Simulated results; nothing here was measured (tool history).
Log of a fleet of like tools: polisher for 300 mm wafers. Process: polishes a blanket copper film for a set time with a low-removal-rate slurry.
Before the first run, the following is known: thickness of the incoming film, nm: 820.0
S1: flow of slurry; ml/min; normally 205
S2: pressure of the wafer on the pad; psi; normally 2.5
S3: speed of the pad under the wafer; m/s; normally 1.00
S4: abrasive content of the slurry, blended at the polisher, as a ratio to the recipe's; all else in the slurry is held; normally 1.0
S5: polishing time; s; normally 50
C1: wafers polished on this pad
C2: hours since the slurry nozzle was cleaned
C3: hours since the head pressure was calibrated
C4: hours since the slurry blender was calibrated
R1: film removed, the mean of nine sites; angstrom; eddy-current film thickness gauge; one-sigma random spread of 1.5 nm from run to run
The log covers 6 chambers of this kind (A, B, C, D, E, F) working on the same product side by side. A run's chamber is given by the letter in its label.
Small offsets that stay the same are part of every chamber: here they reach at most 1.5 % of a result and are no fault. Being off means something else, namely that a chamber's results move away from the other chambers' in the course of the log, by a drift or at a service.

-- hour=3.1 chamber B: worn pad replaced by a new one
run 1E hour=8.1 | S1=205 S2=2.5 S3=1.00 S4=1.0 S5=50 | C1=616 C2=228.3 C3=106.1 C4=79.9 | R1=1405.8
-- hour=9.3 chamber A: worn pad replaced by a new one
-- hour=10.4 chamber B: slurry blender recalibrated
run 2F hour=20.5 | S1=205 S2=2.5 S3=1.00 S4=1.0 S5=50 | C1=915 C2=373.3 C3=361.1 C4=52.0 | R1=1374.1
-- hour=22.3 chamber F: head pressure recalibrated
-- hour=29.1 chamber F: worn pad replaced by a new one
run 3C hour=34.7 | S1=205 S2=2.5 S3=1.00 S4=1.0 S5=50 | C1=809 C2=35.6 C3=263.4 C4=36.5 | R1=1387.2
run 4B hour=47.2 | S1=205 S2=2.5 S3=1.00 S4=1.0 S5=50 | C1=522 C2=478.2 C3=1337.7 C4=36.8 | R1=1400.8
-- hour=50.3 chamber E: slurry blender recalibrated
-- hour=50.8 chamber E: slurry nozzle cleaned
-- hour=55.8 chamber D: worn pad replaced by a new one
run 5D hour=61.2 | S1=205 S2=2.5 S3=1.00 S4=1.0 S5=50 | C1=64 C2=441.0 C3=658.0 C4=400.1 | R1=1363.4
run 6A hour=68.7 | S1=205 S2=2.5 S3=1.00 S4=1.0 S5=50 | C1=702 C2=393.1 C3=164.3 C4=213.2 | R1=1384.1
-- hour=71.4 chamber C: worn pad replaced by a new one
-- hour=73.1 chamber E: worn pad replaced by a new one
run 7F hour=84.7 | S1=205 S2=2.5 S3=1.00 S4=1.0 S5=50 | C1=658 C2=437.5 C3=62.4 C4=116.2 | R1=1386.4
-- hour=93.2 chamber D: slurry blender recalibrated
run 8D hour=93.8 | S1=205 S2=2.5 S3=0.82 S4=1.0 S5=64 | C1=449 C2=473.6 C3=690.6 C4=0.7 | R1=1461.4
-- hour=103.0 chamber A: slurry nozzle cleaned
run 9E hour=104.4 | S1=205 S2=2.5 S3=0.82 S4=1.0 S5=64 | C1=369 C2=53.7 C3=202.4 C4=54.1 | R1=1445.4
-- hour=108.5 chamber A: slurry blender recalibrated
run 10B hour=113.2 | S1=205 S2=2.5 S3=0.82 S4=1.0 S5=64 | C1=1301 C2=544.2 C3=1403.7 C4=102.8 | R1=1447.9
-- hour=118.0 chamber B: worn pad replaced by a new one
-- hour=120.3 chamber F: worn pad replaced by a new one
run 11A hour=125.7 | S1=205 S2=2.5 S3=0.82 S4=1.0 S5=64 | C1=1375 C2=22.7 C3=221.3 C4=17.2 | R1=1402.4
-- hour=129.9 chamber A: worn pad replaced by a new one
run 12C hour=136.8 | S1=205 S2=2.5 S3=0.82 S4=1.0 S5=64 | C1=773 C2=137.7 C3=365.5 C4=138.6 | R1=1463.4
run 13B hour=147.9 | S1=205 S2=2.5 S3=0.82 S4=1.0 S5=64 | C1=353 C2=578.9 C3=1438.4 C4=137.5 | R1=1477.9
run 14E hour=157.6 | S1=205 S2=2.5 S3=1.00 S4=1.0 S5=50 | C1=998 C2=106.9 C3=255.6 C4=107.3 | R1=1408.8
run 15F hour=164.9 | S1=205 S2=2.5 S3=1.00 S4=1.0 S5=50 | C1=527 C2=517.7 C3=142.6 C4=196.4 | R1=1381.4
-- hour=165.8 chamber C: worn pad replaced by a new one
-- hour=167.5 chamber B: slurry blender recalibrated
run 16C hour=178.5 | S1=205 S2=2.8 S3=1.00 S4=1.0 S5=50 | C1=150 C2=179.4 C3=407.2 C4=180.3 | R1=1545.1
-- hour=180.6 chamber E: slurry blender recalibrated
-- hour=182.5 chamber D: worn pad replaced by a new one
-- hour=182.5 chamber E: worn pad replaced by a new one
run 17D hour=189.5 | S1=205 S2=2.8 S3=1.00 S4=1.0 S5=50 | C1=83 C2=569.3 C3=786.3 C4=96.4 | R1=1540.5
-- hour=191.5 chamber B: head pressure recalibrated
run 18A hour=200.4 | S1=205 S2=2.8 S3=1.00 S4=1.0 S5=50 | C1=834 C2=97.4 C3=296.0 C4=91.9 | R1=1546.8
run 19E hour=215.8 | S1=205 S2=2.8 S3=1.00 S4=1.0 S5=50 | C1=393 C2=165.1 C3=313.8 C4=35.2 | R1=1555.2
-- hour=216.1 chamber F: worn pad replaced by a new one
run 20A hour=226.3 | S1=205 S2=2.8 S3=1.00 S4=1.0 S5=50 | C1=1140 C2=123.3 C3=321.9 C4=117.8 | R1=1533.9
-- hour=235.0 chamber B: worn pad replaced by a new one
run 21B hour=235.5 | S1=205 S2=2.8 S3=1.00 S4=1.0 S5=50 | C1=6 C2=666.5 C3=44.1 C4=68.0 | R1=1540.3
-- hour=236.7 chamber A: worn pad replaced by a new one
-- hour=238.1 chamber F: slurry blender recalibrated
run 22C hour=247.9 | S1=205 S2=2.5 S3=1.00 S4=0.7 S5=50 | C1=970 C2=248.8 C3=476.6 C4=249.7 | R1=1293.7
-- hour=257.2 chamber C: worn pad replaced by a new one
run 23F hour=260.4 | S1=205 S2=2.5 S3=1.00 S4=0.7 S5=50 | C1=524 C2=613.2 C3=238.1 C4=22.3 | R1=1273.2
-- hour=261.5 chamber E: slurry nozzle cleaned
run 24D hour=271.1 | S1=205 S2=2.5 S3=1.00 S4=0.7 S5=50 | C1=1047 C2=650.9 C3=867.9 C4=178.0 | R1=1284.5
run 25B hour=281.2 | S1=205 S2=2.5 S3=1.00 S4=0.7 S5=50 | C1=546 C2=712.2 C3=89.8 C4=113.7 | R1=1293.8
-- hour=285.1 chamber C: slurry nozzle cleaned
run 26E hour=288.3 | S1=205 S2=2.5 S3=1.00 S4=0.7 S5=50 | C1=1250 C2=26.9 C3=386.3 C4=107.7 | R1=1284.3
-- hour=293.8 chamber D: worn pad replaced by a new one
-- hour=296.0 chamber E: worn pad replaced by a new one
run 27C hour=298.0 | S1=205 S2=2.5 S3=1.00 S4=0.7 S5=50 | C1=482 C2=12.9 C3=526.7 C4=299.8 | R1=1269.1
run 28A hour=308.3 | S1=205 S2=2.5 S3=1.00 S4=1.0 S5=50 | C1=845 C2=205.3 C3=403.9 C4=199.8 | R1=1394.0
-- hour=311.0 chamber E: slurry blender recalibrated
-- hour=314.3 chamber F: worn pad replaced by a new one
run 29D hour=316.6 | S1=205 S2=2.5 S3=1.00 S4=1.0 S5=50 | C1=270 C2=696.4 C3=913.4 C4=223.5 | R1=1370.6
run 30F hour=328.4 | S1=205 S2=2.5 S3=1.00 S4=1.0 S5=50 | C1=166 C2=681.2 C3=306.1 C4=90.3 | R1=1399.3
run 31D hour=338.4 | S1=205 S2=2.5 S3=1.00 S4=1.0 S5=50 | C1=527 C2=718.2 C3=935.2 C4=245.3 | R1=1376.5
-- hour=343.7 chamber C: slurry blender recalibrated
-- hour=347.0 chamber A: worn pad replaced by a new one
-- hour=347.8 chamber C: worn pad replaced by a new one
-- hour=350.0 chamber F: head pressure recalibrated
-- hour=351.8 chamber B: slurry blender recalibrated
-- hour=351.9 chamber A: slurry blender recalibrated
run 32F hour=354.6 | S1=205 S2=2.5 S3=1.00 S4=1.0 S5=50 | C1=476 C2=707.4 C3=4.7 C4=116.5 | R1=1349.6
-- hour=361.7 chamber B: slurry nozzle cleaned
-- hour=363.0 chamber D: slurry nozzle cleaned
-- hour=364.8 chamber F: slurry nozzle cleaned
-- hour=366.4 chamber B: worn pad replaced by a new one
run 33A hour=368.1 | S1=205 S2=2.5 S3=1.00 S4=1.0 S5=50 | C1=250 C2=265.1 C3=463.7 C4=16.2 | R1=1388.5
run 34E hour=379.3 | S1=205 S2=2.5 S3=1.00 S4=1.0 S5=61 | C1=984 C2=117.9 C3=477.3 C4=68.3 | R1=1693.6
run 35B hour=392.6 | S1=205 S2=2.5 S3=1.00 S4=1.0 S5=61 | C1=309 C2=31.0 C3=201.2 C4=40.8 | R1=1697.0
-- hour=398.9 chamber E: worn pad replaced by a new one
run 36C hour=401.5 | S1=205 S2=2.5 S3=1.00 S4=1.0 S5=61 | C1=634 C2=116.4 C3=630.2 C4=57.8 | R1=1661.7
run 37E hour=412.5 | S1=205 S2=2.5 S3=1.00 S4=1.0 S5=61 | C1=161 C2=151.1 C3=510.5 C4=101.5 | R1=1677.8
-- hour=416.4 chamber D: worn pad replaced by a new one
-- hour=420.7 chamber F: worn pad replaced by a new one
run 38B hour=428.9 | S1=205 S2=2.5 S3=1.00 S4=1.0 S5=61 | C1=738 C2=67.3 C3=237.5 C4=77.1 | R1=1672.1
run 39F hour=443.0 | S1=205 S2=2.5 S3=1.00 S4=1.0 S5=61 | C1=264 C2=78.3 C3=93.1 C4=204.9 | R1=1699.1
-- hour=446.4 chamber D: head pressure recalibrated
-- hour=450.5 chamber C: worn pad replaced by a new one
run 40A hour=451.8 | S1=205 S2=2.5 S3=1.00 S4=1.0 S5=50 | C1=1238 C2=348.8 C3=547.4 C4=99.9 | R1=1381.5
-- hour=454.8 chamber D: slurry blender recalibrated
run 41D hour=465.4 | S1=205 S2=2.5 S3=1.00 S4=1.0 S5=50 | C1=579 C2=102.5 C3=19.0 C4=10.6 | R1=1384.8
-- hour=478.6 chamber B: worn pad replaced by a new one
run 42C hour=481.7 | S1=205 S2=2.5 S3=1.00 S4=1.0 S5=50 | C1=369 C2=196.6 C3=710.4 C4=138.0 | R1=1385.9
run 43B hour=492.2 | S1=205 S2=2.5 S3=1.00 S4=1.0 S5=50 | C1=161 C2=130.6 C3=300.8 C4=140.4 | R1=1394.2
run 44C hour=505.3 | S1=205 S2=2.5 S3=1.00 S4=1.0 S5=50 | C1=648 C2=220.2 C3=734.0 C4=161.6 | R1=1396.4

Does one chamber stand apart from the rest, does the shared gauge drift, or is all well apart from small per-chamber offsets? Give the chamber and the most likely cause, where there is one.

Nothing is wrong: each chamber keeps only its own small, steady offset and the gauge holds still.
